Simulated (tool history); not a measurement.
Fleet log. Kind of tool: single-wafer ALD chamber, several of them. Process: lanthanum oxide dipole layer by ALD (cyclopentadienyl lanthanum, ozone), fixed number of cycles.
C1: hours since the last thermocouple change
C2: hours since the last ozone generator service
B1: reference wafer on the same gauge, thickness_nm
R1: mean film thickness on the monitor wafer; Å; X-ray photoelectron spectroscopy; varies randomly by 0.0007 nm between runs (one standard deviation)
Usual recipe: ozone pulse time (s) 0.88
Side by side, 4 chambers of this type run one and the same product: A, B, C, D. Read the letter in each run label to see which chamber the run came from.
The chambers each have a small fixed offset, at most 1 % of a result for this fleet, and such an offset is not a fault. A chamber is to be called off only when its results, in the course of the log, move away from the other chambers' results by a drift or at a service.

run 1C hour=7.3 | ozone_pulse_time_(s)=0.88 | C1=917.7 C2=630.6 | B1=0.40885 | R1=4.7720
run 2B hour=21.8 | ozone_pulse_time_(s)=0.88 | C1=685.9 C2=772.5 | B1=0.40879 | R1=4.7934
run 3A hour=32.6 | ozone_pulse_time_(s)=0.88 | C1=1224.1 C2=1369.7 | B1=0.40876 | R1=4.8213
run 4D hour=46.5 | ozone_pulse_time_(s)=0.88 | C1=176.0 C2=636.0 | B1=0.40874 | R1=4.7611
run 5D hour=60.5 | ozone_pulse_time_(s)=0.88 | C1=190.0 C2=650.0 | B1=0.40845 | R1=4.7594
run 6B hour=75.4 | ozone_pulse_time_(s)=0.88 | C1=739.5 C2=826.1 | B1=0.40843 | R1=4.7875
run 7A hour=88.8 | ozone_pulse_time_(s)=0.88 | C1=1280.3 C2=1425.9 | B1=0.40839 | R1=4.8066
run 8C hour=97.6 | ozone_pulse_time_(s)=0.88 | C1=1008.0 C2=720.9 | B1=0.40826 | R1=4.7894
-- hour=102.8 chamber A: ozone generator serviced
run 9B hour=109.4 | ozone_pulse_time_(s)=0.75 | C1=773.5 C2=860.1 | B1=0.40812 | R1=4.4909
run 10D hour=116.3 | ozone_pulse_time_(s)=0.75 | C1=245.8 C2=705.8 | B1=0.40810 | R1=4.4688
run 11A hour=128.7 | ozone_pulse_time_(s)=0.75 | C1=1320.2 C2=26.0 | B1=0.40802 | R1=4.5015
run 12C hour=142.4 | ozone_pulse_time_(s)=0.75 | C1=1052.8 C2=765.7 | B1=0.40801 | R1=4.4839
-- hour=148.4 chamber A: thermocouple changed; heater temperature recalibrated
run 13A hour=157.9 | ozone_pulse_time_(s)=0.61 | C1=9.5 C2=55.2 | B1=0.40769 | R1=4.0899
run 14C hour=170.3 | ozone_pulse_time_(s)=0.61 | C1=1080.7 C2=793.6 | B1=0.40782 | R1=4.0757
run 15B hour=183.2 | ozone_pulse_time_(s)=0.61 | C1=847.3 C2=933.9 | B1=0.40786 | R1=4.0773
run 16D hour=198.0 | ozone_pulse_time_(s)=0.61 | C1=327.5 C2=787.5 | B1=0.40764 | R1=4.0709
run 17D hour=212.3 | ozone_pulse_time_(s)=0.57 | C1=341.8 C2=801.8 | B1=0.40754 | R1=3.9253
-- hour=220.7 chamber D: ozone generator serviced
run 18A hour=223.1 | ozone_pulse_time_(s)=0.57 | C1=74.7 C2=120.4 | B1=0.40731 | R1=3.9487
run 19C hour=233.9 | ozone_pulse_time_(s)=0.57 | C1=1144.3 C2=857.2 | B1=0.40732 | R1=3.9249
run 20B hour=241.3 | ozone_pulse_time_(s)=0.57 | C1=905.4 C2=992.0 | B1=0.40734 | R1=3.9254
run 21D hour=254.7 | ozone_pulse_time_(s)=0.88 | C1=384.2 C2=34.1 | B1=0.40716 | R1=4.7391
run 22B hour=262.1 | ozone_pulse_time_(s)=0.88 | C1=926.2 C2=1012.8 | B1=0.40717 | R1=4.7573
run 23A hour=272.0 | ozone_pulse_time_(s)=0.88 | C1=123.6 C2=169.3 | B1=0.40698 | R1=4.7953
run 24C hour=284.8 | ozone_pulse_time_(s)=0.88 | C1=1195.2 C2=908.1 | B1=0.40699 | R1=4.7665
run 25D hour=294.2 | ozone_pulse_time_(s)=0.88 | C1=423.7 C2=73.6 | B1=0.40682 | R1=4.7480
run 26C hour=308.1 | ozone_pulse_time_(s)=1.07 | C1=1218.5 C2=931.4 | B1=0.40681 | R1=5.0733
run 27A hour=321.0 | ozone_pulse_time_(s)=1.07 | C1=172.6 C2=218.3 | B1=0.40681 | R1=5.0897
run 28B hour=335.3 | ozone_pulse_time_(s)=1.07 | C1=999.4 C2=1086.0 | B1=0.40653 | R1=5.0683

Next, all 4 chambers run the settings below, one line each with question marks for the results. What does each chamber give?
run 29A hour=346.9 | ozone_pulse_time_(s)=1.07 | R1=?
run 29B hour=346.9 | ozone_pulse_time_(s)=1.07 | R1=?
run 29C hour=346.9 | ozone_pulse_time_(s)=1.07 | R1=?
run 29D hour=346.9 | ozone_pulse_time_(s)=1.07 | R1=?

run=29A R1=5.1045
run=29B R1=5.0798
run=29C R1=5.0680
run=29D R1=5.0250

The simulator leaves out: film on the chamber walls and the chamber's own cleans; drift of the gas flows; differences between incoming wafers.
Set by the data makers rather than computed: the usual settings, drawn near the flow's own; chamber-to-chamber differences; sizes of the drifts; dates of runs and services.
